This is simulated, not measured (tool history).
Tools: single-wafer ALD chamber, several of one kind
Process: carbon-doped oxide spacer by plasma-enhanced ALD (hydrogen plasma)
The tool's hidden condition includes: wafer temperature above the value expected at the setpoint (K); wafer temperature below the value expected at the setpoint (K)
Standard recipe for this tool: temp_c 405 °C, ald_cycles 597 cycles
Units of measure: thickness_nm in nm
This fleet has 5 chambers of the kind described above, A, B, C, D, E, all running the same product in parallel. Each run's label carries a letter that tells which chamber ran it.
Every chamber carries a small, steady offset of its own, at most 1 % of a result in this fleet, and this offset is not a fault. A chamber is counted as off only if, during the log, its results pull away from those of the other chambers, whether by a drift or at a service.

run   hour  temp_c  ald_cycles  hours since the last thermocouple change  read-back reference wafer on the same gauge, thickness_nm  thickness_nm
 1C    7.3     405         597                                    1038.8                                                     23.897         29.19
      11.5  -- chamber C: thermocouple changed; heater temperature recalibrated
 2D   17.8     405         597                                    1612.6                                                     23.888        29.539
 3B   24.9     405         597                                    1464.7                                                     23.892        29.165
 4E   29.6     405         597                                     682.7                                                     23.887         29.51
 5A   39.2     405         597                                     107.6                                                     23.878         29.46
 6C   45.9     405         597                                      34.4                                                     23.885          29.1
 7B   53.4     405         597                                    1493.2                                                     23.868        29.169
 8E   58.3     412         597                                     711.4                                                     23.872        28.916
 9A   63.2     412         597                                     131.6                                                     23.875        28.705
10D   72.5     412         597                                    1667.3                                                     23.863        28.761
11B   81.8     412         597                                    1521.6                                                     23.856        28.581
12A   88.4     412         597                                     156.8                                                     23.855        28.726
13C     97     405         597                                      85.5                                                     23.859          29.1
14E  107.4     396         597                                     760.5                                                      23.85        29.869
15D  116.5     396         597                                    1711.3                                                      23.84        29.997
16E  126.9     396         597                                       780                                                      23.84        29.846
17A  137.5     396         597                                     205.9                                                     23.836        29.793
18C  147.1     396         597                                     135.6                                                     23.836        29.488
19B  152.9     418         632                                    1592.7                                                      23.83        29.682
20D  160.8     418         632                                    1755.6                                                     23.834        29.874
21D  169.2     418         632                                      1764                                                     23.811        29.895
22C  176.2     418         632                                     164.7                                                     23.817        29.563
23E    184     418         632                                     837.1                                                     23.812        29.848
24A  194.5     418         711                                     262.9                                                     23.811        33.486
25B  204.4     418         711                                    1644.2                                                     23.795        33.292
     210.6  -- chamber B: thermocouple changed; heater temperature recalibrated
26E  213.7     418         711                                     866.8                                                     23.803        33.634
27B    221     418         711                                      10.5                                                       23.8        33.354
28A  229.4     418         711                                     297.8                                                     23.786        33.447
29D  239.3     405         597                                    1834.1                                                     23.783         29.46
30C    246     405         597                                     234.5                                                     23.785        29.024
     247.3  -- chamber D: thermocouple changed; heater temperature recalibrated
31B  256.7     405         597                                      46.2                                                     23.779        29.106
32D  265.2     405         483                                        18                                                     23.773        23.764
33C  269.9     405         483                                     258.4                                                     23.769        23.499
34A  277.1     405         483                                     345.5                                                     23.757         23.68
35E  287.8     405         483                                     940.9                                                     23.763        23.672
36A    296     405         483                                     364.4                                                     23.759        23.614

Decide between three cases: one chamber stands off from its peers, the gauge reading all wafers drifts, or nothing is wrong past each chamber's small offset. Where a chamber is off, say which and what most likely put it there.

None of the chambers is off. What moves is the gauge, dragging all their readings along together.
Cause: gauge reads low (%) = 0.608.

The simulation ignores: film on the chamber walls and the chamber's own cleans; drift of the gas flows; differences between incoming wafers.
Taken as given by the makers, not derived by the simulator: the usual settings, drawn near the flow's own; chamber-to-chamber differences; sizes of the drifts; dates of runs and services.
